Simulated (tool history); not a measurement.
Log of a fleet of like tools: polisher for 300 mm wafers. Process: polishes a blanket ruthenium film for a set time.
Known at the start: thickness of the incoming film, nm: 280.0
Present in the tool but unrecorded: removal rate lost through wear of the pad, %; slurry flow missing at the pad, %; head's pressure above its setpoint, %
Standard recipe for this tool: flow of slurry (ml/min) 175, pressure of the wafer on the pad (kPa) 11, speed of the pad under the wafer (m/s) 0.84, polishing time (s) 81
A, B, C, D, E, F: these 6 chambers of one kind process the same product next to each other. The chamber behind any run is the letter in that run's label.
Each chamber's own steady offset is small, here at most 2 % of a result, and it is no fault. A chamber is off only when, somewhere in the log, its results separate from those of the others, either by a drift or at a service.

run	day	flow of slurry (ml/min)	pressure of the wafer on the pad (kPa)	speed of the pad under the wafer (m/s)	polishing time (s)	wafers polished on this pad	hours since the slurry nozzle was cleaned	hours since the head pressure was calibrated	film removed (Å)
1B	0.375	175	11	0.84	81	147	751.3	775.8	524.85
2C	0.633	175	11	0.84	81	339	672.7	372.6	538.57
3E	1.121	175	11	0.84	81	1279	281.8	324.8	543.07
4D	1.6	175	11	0.84	81	725	228.1	443.8	524.25
# day 1.908: chamber F: worn pad replaced by a new one
# day 1.962: chamber E: worn pad replaced by a new one
5F	2.112	175	11	0.84	70	45	242.7	451.5	471.43
# day 2.575: chamber D: slurry nozzle cleaned
6A	2.633	175	11	0.84	70	667	439.1	167.1	472.66
# day 2.725: chamber B: slurry nozzle cleaned
7A	2.925	175	11	0.84	70	732	446.1	174.1	472.05
# day 3.325: chamber B: worn pad replaced by a new one
# day 3.412: chamber C: worn pad replaced by a new one
8B	3.421	175	11	0.84	70	22	16.7	848.9	460.52
# day 3.529: chamber D: worn pad replaced by a new one
# day 3.729: chamber C: head pressure recalibrated
9F	3.896	175	11	0.84	70	440	285.5	494.3	470.6
# day 3.971: chamber F: slurry nozzle cleaned
10E	4.367	175	11	0.84	70	533	359.7	402.7	462.92
11D	4.771	175	11	0.84	81	275	52.8	519.9	537.2
# day 4.908: chamber A: slurry nozzle cleaned
# day 4.933: chamber F: head pressure recalibrated
# day 5: chamber B: head pressure recalibrated
12C	5.15	175	11	0.84	81	384	781.1	34.1	534.76
# day 5.358: chamber F: worn pad replaced by a new one
13D	5.65	175	11	0.84	81	469	73.9	541	532.74
14C	5.883	175	11	0.84	81	547	798.7	51.7	537.46
15B	6.267	175	11	0.84	81	651	85	30.5	536.4
# day 6.438: chamber B: worn pad replaced by a new one
16F	6.521	120	11	0.84	91	257	61.3	38.2	568.22
# day 6.733: chamber A: worn pad replaced by a new one
17E	6.762	120	11	0.84	91	1063	417.2	460.2	566.95
18A	7.054	120	11	0.84	91	71	51.5	273.2	572.72
19E	7.304	120	11	0.84	91	1183	430.2	473.2	563.09
# day 7.496: chamber C: worn pad replaced by a new one
20F	7.688	120	11	0.84	91	515	89.3	66.2	566.43
21A	8.179	120	11	0.84	91	320	78.5	300.2	578.78
# day 8.333: chamber F: worn pad replaced by a new one
# day 8.408: chamber E: worn pad replaced by a new one
# day 8.55: chamber D: worn pad replaced by a new one
22C	8.654	175	11	0.84	81	257	865.2	118.2	526.81
23B	9.125	175	11	0.84	81	595	153.6	99.1	535.6
24D	9.562	175	11	0.84	81	224	167.8	634.9	543.5
25A	9.846	175	11	0.84	81	689	118.5	340.2	538.96
# day 9.867: chamber B: worn pad replaced by a new one
# day 9.967: chamber C: slurry nozzle cleaned
26F	10.346	175	11	0.84	81	445	153.1	130	543
27D	10.629	175	11	0.84	81	460	193.4	660.5	533.02
# day 10.729: chamber E: slurry nozzle cleaned
28E	11.062	175	11	0.84	81	588	8.1	563.4	531.46
# day 11.246: chamber F: worn pad replaced by a new one
29C	11.312	175	11	0.84	81	845	32.3	182	532.98
30B	11.629	175	11	0.84	81	390	213.7	159.2	533.07
31E	12.029	175	11	0.84	81	802	31.3	586.6	527.77
# day 12.196: chamber C: worn pad replaced by a new one
32C	12.417	175	11	0.84	81	49	58.8	208.5	534.49
# day 12.475: chamber A: worn pad replaced by a new one
33A	12.7	175	11	0.84	81	49	187	408.7	543.06
# day 12.938: chamber B: worn pad replaced by a new one
# day 13.004: chamber D: worn pad replaced by a new one
34D	13.171	120	11	1.12	81	37	254.4	721.5	676.08
35B	13.542	120	11	1.12	81	134	259.6	205.1	668.43
36F	13.938	120	11	1.12	81	596	239.3	216.2	675.2
# day 14.104: chamber D: head pressure recalibrated
# day 14.121: chamber D: slurry nozzle cleaned
# day 14.329: chamber F: worn pad replaced by a new one
37F	14.45	120	11	1.12	81	27	251.6	228.5	684.24
38E	14.925	120	11	1.12	81	1443	100.8	656.1	667.77
39B	15.208	120	11	1.12	81	503	299.6	245.1	668.54
40D	15.571	175	11	0.84	81	568	34.8	35.3	536.38
41C	15.804	175	11	0.84	81	799	140.1	289.8	528.95

The same settings go to every chamber for the next run, one line per chamber below. Forecast the results for each:
42A	16.175	175	11	0.84	81				?
42B	16.175	175	11	0.84	81				?
42C	16.175	175	11	0.84	81				?
42D	16.175	175	11	0.84	81				?
42E	16.175	175	11	0.84	81				?
42F	16.175	175	11	0.84	81				?

run	film removed (Å)
42A	543.58
42B	537.52
42C	535.07
42D	537.81
42E	534.22
42F	539.24

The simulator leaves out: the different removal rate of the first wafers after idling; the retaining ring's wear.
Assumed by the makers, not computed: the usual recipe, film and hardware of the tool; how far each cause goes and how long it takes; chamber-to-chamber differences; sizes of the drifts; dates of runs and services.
